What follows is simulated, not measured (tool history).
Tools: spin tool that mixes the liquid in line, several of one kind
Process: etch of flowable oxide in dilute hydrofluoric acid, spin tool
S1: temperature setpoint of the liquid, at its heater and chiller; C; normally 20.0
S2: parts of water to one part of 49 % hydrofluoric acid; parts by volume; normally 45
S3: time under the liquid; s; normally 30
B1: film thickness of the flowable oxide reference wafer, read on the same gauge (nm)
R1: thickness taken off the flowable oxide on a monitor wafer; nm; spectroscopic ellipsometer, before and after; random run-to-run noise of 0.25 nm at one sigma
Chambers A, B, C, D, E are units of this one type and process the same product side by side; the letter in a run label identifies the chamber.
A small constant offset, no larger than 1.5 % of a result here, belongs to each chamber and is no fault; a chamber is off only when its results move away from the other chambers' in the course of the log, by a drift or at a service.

run   hour    S1  S2  S3      B1      R1
 1C    6.7  20.0  45  30  140.06  37.224
 2B   14.3  20.0  45  30  140.01  37.663
 3E   22.3  20.0  45  30  140.03  36.924
 4D   33.0  20.0  45  30  140.00  37.402
 5A   44.1  20.0  45  30  140.01  37.829
 6D   51.3  20.0  45  30  140.00  37.381
      57.7  -- chamber B: hydrofluoric acid flow meter replaced
 7B   57.9  20.0  45  30  140.00  37.637
 8C   63.8  20.0  45  30  140.01  37.378
 9E   73.9  20.0  45  30  140.05  37.095
      80.3  -- chamber E: thermometer replaced
10A   84.5  20.0  45  30  139.99  37.571
11E   92.4  20.0  45  30  139.98  37.290
12C  102.7  20.0  45  30  140.01  37.257
13B  115.1  20.0  45  30  140.02  37.466
14D  122.8  20.0  45  30  140.05  37.192
15A  131.0  20.0  45  30  139.96  37.824
16E  141.2  24.0  30  30  140.04  67.534
17A  151.7  24.0  30  30  140.01  68.624
18B  162.7  24.0  30  30  139.96  68.793
19D  171.2  24.0  30  30  140.00  67.972
20C  182.0  24.0  30  30  140.01  69.475
21E  191.0  20.0  45  30  140.00  36.909
22C  202.6  20.0  45  30  140.01  38.492
23A  212.2  20.0  45  30  140.01  37.667
24D  221.6  20.0  45  30  140.02  37.478
25B  233.1  20.0  45  30  140.00  37.772
26E  241.2  17.0  30  30  139.98  49.320
27B  249.1  17.0  30  30  139.98  51.325
28D  259.0  17.0  30  30  140.05  50.157
29A  269.4  17.0  30  30  139.99  51.436
30C  277.3  17.0  30  30  139.97  52.221
31E  284.0  20.0  45  30  140.00  36.986
32C  290.2  20.0  45  30  139.99  39.474
33D  297.4  20.0  45  30  139.98  37.683
34A  306.2  20.0  45  30  140.02  37.925
35B  316.3  20.0  45  30  139.99  38.016
36E  321.9  20.0  45  30  140.02  37.166
37B  334.4  20.0  45  30  139.98  37.839
38A  346.3  20.0  45  30  140.02  38.029
39C  353.0  17.5  45  40  139.99  47.381
40D  365.3  17.5  45  40  140.01  44.850
41D  372.0  17.5  45  40  140.03  44.910
42E  383.6  17.5  45  40  139.97  44.680

Read the log: is a single chamber off, either drifting away or since a service, is the gauge that measures every chamber drifting, or is nothing wrong beyond small per-chamber offsets? Name any odd chamber and what most likely caused it.

Little by little, chamber C moves away from the other chambers.
What lies behind it: hydrofluoric acid flow above the setpoint (%) = 7.9.
With only this log, it may be confused with: liquid hotter than its thermometer reads (K).

Here are 4 candidates for chamber C's next run, each the usual settings with a change, their results left as question marks. Which one brings its results back in line with what the others give on the usual settings?
In line means no further than this from the other chambers' mean on the usual settings: R1 0.870 nm
43C-1  392.5  21.5  45  30       ?
43C-2  392.5  20.5  45  30       ?
43C-3  392.5  18.5  45  30       ?
43C-4  392.5  19.5  45  30       ?

Mean of the other chambers on the usual settings: R1 37.518 nm
  run      R1
43C-1  42.927
43C-2  41.129
43C-3  37.733
43C-4  39.409
The right change is 43C-3: it brings the chamber back within the allowed miss of the others.
